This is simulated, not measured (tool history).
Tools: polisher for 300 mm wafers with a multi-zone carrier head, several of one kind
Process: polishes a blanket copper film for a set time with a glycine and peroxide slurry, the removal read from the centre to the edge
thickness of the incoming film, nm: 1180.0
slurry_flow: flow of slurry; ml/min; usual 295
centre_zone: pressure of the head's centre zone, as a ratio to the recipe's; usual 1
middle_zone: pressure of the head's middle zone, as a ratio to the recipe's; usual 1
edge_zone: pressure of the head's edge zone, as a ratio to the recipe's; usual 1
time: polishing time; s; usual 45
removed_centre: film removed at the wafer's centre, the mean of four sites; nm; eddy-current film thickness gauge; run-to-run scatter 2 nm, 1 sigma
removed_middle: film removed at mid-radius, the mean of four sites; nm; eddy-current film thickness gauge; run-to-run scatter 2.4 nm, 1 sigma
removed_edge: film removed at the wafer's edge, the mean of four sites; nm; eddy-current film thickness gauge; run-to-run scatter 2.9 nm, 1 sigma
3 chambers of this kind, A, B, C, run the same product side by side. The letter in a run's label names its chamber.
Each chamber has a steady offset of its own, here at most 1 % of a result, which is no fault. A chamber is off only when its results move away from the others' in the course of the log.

run,hour,slurry_flow,centre_zone,middle_zone,edge_zone,time,wafers polished on this pad,hours since the slurry nozzle was cleaned,hours since the centre zone pressure was calibrated,hours since the edge zone pressure was calibrated,removed_centre,removed_middle,removed_edge
# hour 2.7: chamber B: worn pad replaced by a new one
1B,5.2,295,1,1,1,45,35,97.8,849.6,449.1,194.62,195.19,199.3
2C,11.1,295,1,1,1,45,880,251.1,136.7,49.4,196.45,197.86,192.48
# hour 13.3: chamber A: slurry nozzle cleaned
3A,18.9,295,1,1,1,45,594,5.7,831.1,926.5,199.06,195.81,195.35
# hour 25.6: chamber C: worn pad replaced by a new one
4C,26.9,295,1,1,1,45,19,266.9,152.5,65.2,198.06,196.1,201.35
5A,31.2,295,1,1,1,45,764,18,843.4,938.8,199.92,196.07,191.54
6B,39.1,295,1,1.09,1.09,45,504,131.7,883.5,483,198.27,212.9,205.86
7B,43.9,295,1,1.09,1.09,45,570,136.5,888.3,487.8,195.39,211.1,201.91
8C,52.5,295,1,1.09,1.09,45,373,292.5,178.1,90.8,198.51,212.29,206.77
# hour 59.1: chamber A: worn pad replaced by a new one
9A,59.6,295,1,1,1,45,7,46.4,871.8,967.2,198.46,198.41,194.65
# hour 62.7: chamber B: worn pad replaced by a new one
10B,64.4,295,1,1,1,45,23,157,908.8,508.3,199.31,195.51,198.77
11A,71.9,295,1,1,1,45,177,58.7,884.1,979.5,197.62,199.37,198.1
12C,78,295,1,1,1,45,726,318,203.6,116.3,198.36,196.45,193.23
# hour 82.2: chamber C: slurry nozzle cleaned
13B,82.5,295,1,1,1,45,274,175.1,926.9,526.4,195.95,196.72,197.99
# hour 83.7: chamber B: edge zone pressure recalibrated
14C,88.4,295,1,1,1,45,870,6.3,214,126.7,196.04,198.52,195.3
15A,93.9,295,1,1,1,45,482,80.7,906.1,1001.5,198.25,195.4,199.47
16C,99.4,295,1,1,1,45,1022,17.3,225,137.7,199.66,198.1,193.83
17B,107.1,295,1,1,1,45,614,199.7,951.5,23.4,196.69,197.42,202.05
# hour 109.5: chamber B: worn pad replaced by a new one
18A,112.9,295,1,1,1,45,745,99.7,925.1,1020.5,197.97,200.26,198.31
19B,117.5,295,1,1,1,45,111,210.1,961.9,33.8,193.71,196.6,194.28
# hour 117.9: chamber C: worn pad replaced by a new one
# hour 119: chamber A: centre zone pressure recalibrated
20A,124.8,295,1,1,1,38,909,111.6,5.8,1032.4,169.02,163.07,169.93
21C,131.4,295,1,1,1,38,188,49.3,257,169.7,170.64,167.04,164.35
22A,136,295,1,1,1,38,1064,122.8,17,1043.6,165.88,165.36,162.05
23C,141.2,295,1,1,1,45,323,59.1,266.8,179.5,202.06,195.23,196.46
# hour 145.3: chamber A: worn pad replaced by a new one
24B,146.5,295,1,1,1,45,512,239.1,990.9,62.8,196.97,194.06,198.84
25C,153.4,295,1,1,1,45,492,71.3,279,191.7,204.92,196.45,193.57
# hour 156.4: chamber B: worn pad replaced by a new one
26B,161.9,295,1,1,1,45,76,254.5,1006.3,78.2,199.46,194.45,197.33
27A,170,295,1,1,1,45,342,156.8,51,1077.6,196.89,193.17,194.69
28A,177.5,295,1,1,1,45,445,164.3,58.5,1085.1,198.3,196.6,197.32
29C,182.7,295,1,1.07,1,45,897,100.6,308.3,221,211.01,211.86,189.11
30B,189.9,295,1,1.07,1,45,464,282.5,1034.3,106.2,198.67,205.96,197.55
31C,194.8,295,1,1.07,1,45,1065,112.7,320.4,233.1,211.41,207.48,200.91
32A,199.9,295,1,1,1,45,755,186.7,80.9,1107.5,198.53,199.35,194.69
33B,205.4,295,1,1,1,45,678,298,1049.8,121.7,191.6,195.06,200.46
34B,213.4,295,1,1,1,45,789,306,1057.8,129.7,193.13,198.55,196.61
# hour 216.4: chamber B: worn pad replaced by a new one
# hour 219.2: chamber B: centre zone pressure recalibrated
35A,219.6,295,1,1,1,45,1028,206.4,100.6,1127.2,197.3,194.75,196.22
# hour 221.3: chamber C: worn pad replaced by a new one
36C,223.4,295,1.1,1,0.93,45,30,141.3,349,261.7,237.85,198.85,184.76
37C,227.1,295,1.1,1,0.93,45,81,145,352.7,265.4,238.47,197.37,184.64
# hour 228.3: chamber A: worn pad replaced by a new one
38A,235,295,1.1,1,0.93,45,93,221.8,116,1142.6,214.88,196.25,188.86
39B,240.3,295,1,1,1,45,330,332.9,21.1,156.6,194.58,194.82,192.86
40A,244.6,295,1,1,1,45,226,231.4,125.6,1152.2,198.31,194.86,197.88
41B,248.5,295,1,1,1,45,444,341.1,29.3,164.8,197.96,198.13,201.69
42C,253.2,295,1,1,1,45,442,171.1,378.8,291.5,212.35,195.87,192.96
43A,261.8,295,1,1,1,45,464,248.6,142.8,1169.4,196.88,199.38,199.82
44B,266,295,1,1,1,45,686,358.6,46.8,182.3,194.67,193.91,200.36

Each of the 3 chambers runs these same settings next. Fill in every chamber's results:
45A,272.2,295,1,1,1,54,,,,,?,?,?
45B,272.2,295,1,1,1,54,,,,,?,?,?
45C,272.2,295,1,1,1,54,,,,,?,?,?

run,removed_centre,removed_middle,removed_edge
45A,241.5,234.48,230.28
45B,234.2,237.74,233.43
45C,256.64,237.79,235.99
